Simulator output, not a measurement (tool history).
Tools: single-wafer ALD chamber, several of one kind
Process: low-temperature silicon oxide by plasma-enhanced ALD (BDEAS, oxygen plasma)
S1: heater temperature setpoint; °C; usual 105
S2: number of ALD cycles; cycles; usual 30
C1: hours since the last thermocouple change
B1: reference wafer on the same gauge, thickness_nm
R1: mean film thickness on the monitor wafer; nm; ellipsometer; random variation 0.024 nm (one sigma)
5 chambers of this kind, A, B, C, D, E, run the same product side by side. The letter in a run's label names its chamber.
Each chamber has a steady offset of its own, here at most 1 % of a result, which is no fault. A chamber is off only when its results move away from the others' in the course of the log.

run 1A hour=5.6 | S1=105 S2=30 | C1=2960.3 | B1=4.8716 | R1=4.2214
run 2D hour=11.4 | S1=105 S2=30 | C1=2526.0 | B1=4.8667 | R1=4.2797
run 3B hour=16.4 | S1=105 S2=30 | C1=924.9 | B1=4.8680 | R1=4.2209
run 4E hour=20.6 | S1=105 S2=30 | C1=787.1 | B1=4.8662 | R1=4.2125
run 5C hour=25.4 | S1=105 S2=30 | C1=1152.4 | B1=4.8622 | R1=4.2272
run 6D hour=28.1 | S1=105 S2=30 | C1=2542.7 | B1=4.8683 | R1=4.2201
run 7E hour=31.2 | S1=105 S2=30 | C1=797.7 | B1=4.8679 | R1=4.2461
run 8C hour=36.3 | S1=105 S2=30 | C1=1163.3 | B1=4.8722 | R1=4.2397
run 9B hour=41.7 | S1=105 S2=30 | C1=950.2 | B1=4.8681 | R1=4.2415
run 10A hour=47.0 | S1=105 S2=30 | C1=3001.7 | B1=4.8639 | R1=4.1946
run 11E hour=52.1 | S1=105 S2=30 | C1=818.6 | B1=4.8689 | R1=4.2330
run 12C hour=56.9 | S1=105 S2=30 | C1=1183.9 | B1=4.8707 | R1=4.1894
run 13B hour=60.2 | S1=105 S2=30 | C1=968.7 | B1=4.8648 | R1=4.2640
run 14D hour=63.2 | S1=105 S2=30 | C1=2577.8 | B1=4.8758 | R1=4.2182
run 15A hour=66.8 | S1=105 S2=30 | C1=3021.5 | B1=4.8699 | R1=4.2123
run 16D hour=69.7 | S1=105 S2=30 | C1=2584.3 | B1=4.8701 | R1=4.2784
run 17E hour=74.2 | S1=105 S2=30 | C1=840.7 | B1=4.8709 | R1=4.2832
run 18B hour=78.2 | S1=105 S2=30 | C1=986.7 | B1=4.8717 | R1=4.2542
run 19C hour=82.8 | S1=91 S2=28 | C1=1209.8 | B1=4.8750 | R1=4.1514
run 20A hour=85.9 | S1=91 S2=28 | C1=3040.6 | B1=4.8726 | R1=4.1115
run 21E hour=89.2 | S1=91 S2=28 | C1=855.7 | B1=4.8674 | R1=4.1765
run 22A hour=91.9 | S1=91 S2=28 | C1=3046.6 | B1=4.8652 | R1=4.1279
run 23B hour=96.2 | S1=91 S2=28 | C1=1004.7 | B1=4.8713 | R1=4.1465
run 24C hour=99.2 | S1=105 S2=30 | C1=1226.2 | B1=4.8626 | R1=4.2817
run 25D hour=102.2 | S1=105 S2=30 | C1=2616.8 | B1=4.8693 | R1=4.2988
run 26E hour=106.5 | S1=105 S2=30 | C1=873.0 | B1=4.8699 | R1=4.2804
run 27D hour=112.1 | S1=105 S2=30 | C1=2626.7 | B1=4.8715 | R1=4.2940
run 28A hour=114.7 | S1=110 S2=35 | C1=3069.4 | B1=4.8618 | R1=4.9001
run 29B hour=117.4 | S1=110 S2=35 | C1=1025.9 | B1=4.8733 | R1=4.8736
run 30C hour=121.1 | S1=110 S2=35 | C1=1248.1 | B1=4.8705 | R1=4.8676
run 31C hour=123.8 | S1=110 S2=35 | C1=1250.8 | B1=4.8598 | R1=4.8996
run 32A hour=128.5 | S1=110 S2=35 | C1=3083.2 | B1=4.8701 | R1=4.8917
run 33E hour=132.9 | S1=105 S2=30 | C1=899.4 | B1=4.8688 | R1=4.2842
run 34B hour=135.8 | S1=105 S2=30 | C1=1044.3 | B1=4.8714 | R1=4.2117
run 35D hour=141.1 | S1=105 S2=30 | C1=2655.7 | B1=4.8717 | R1=4.2839
run 36A hour=143.6 | S1=105 S2=30 | C1=3098.3 | B1=4.8749 | R1=4.2355
run 37E hour=147.7 | S1=105 S2=30 | C1=914.2 | B1=4.8694 | R1=4.2235
run 38D hour=151.5 | S1=105 S2=30 | C1=2666.1 | B1=4.8654 | R1=4.2149
run 39B hour=156.6 | S1=105 S2=30 | C1=1065.1 | B1=4.8748 | R1=4.2421
run 40C hour=160.8 | S1=105 S2=30 | C1=1287.8 | B1=4.8655 | R1=4.3019
run 41E hour=166.0 | S1=105 S2=30 | C1=932.5 | B1=4.8669 | R1=4.2723
run 42D hour=169.1 | S1=105 S2=30 | C1=2683.7 | B1=4.8765 | R1=4.2711
run 43C hour=172.5 | S1=105 S2=30 | C1=1299.5 | B1=4.8753 | R1=4.2221
run 44A hour=176.7 | S1=105 S2=30 | C1=3131.4 | B1=4.8735 | R1=4.1857

Is one chamber off against the others, does the gauge drift, or is nothing wrong? If a chamber is off, say which, and what the likeliest cause is.

No chamber stands off beyond its own small offset, and the gauge holds steady.

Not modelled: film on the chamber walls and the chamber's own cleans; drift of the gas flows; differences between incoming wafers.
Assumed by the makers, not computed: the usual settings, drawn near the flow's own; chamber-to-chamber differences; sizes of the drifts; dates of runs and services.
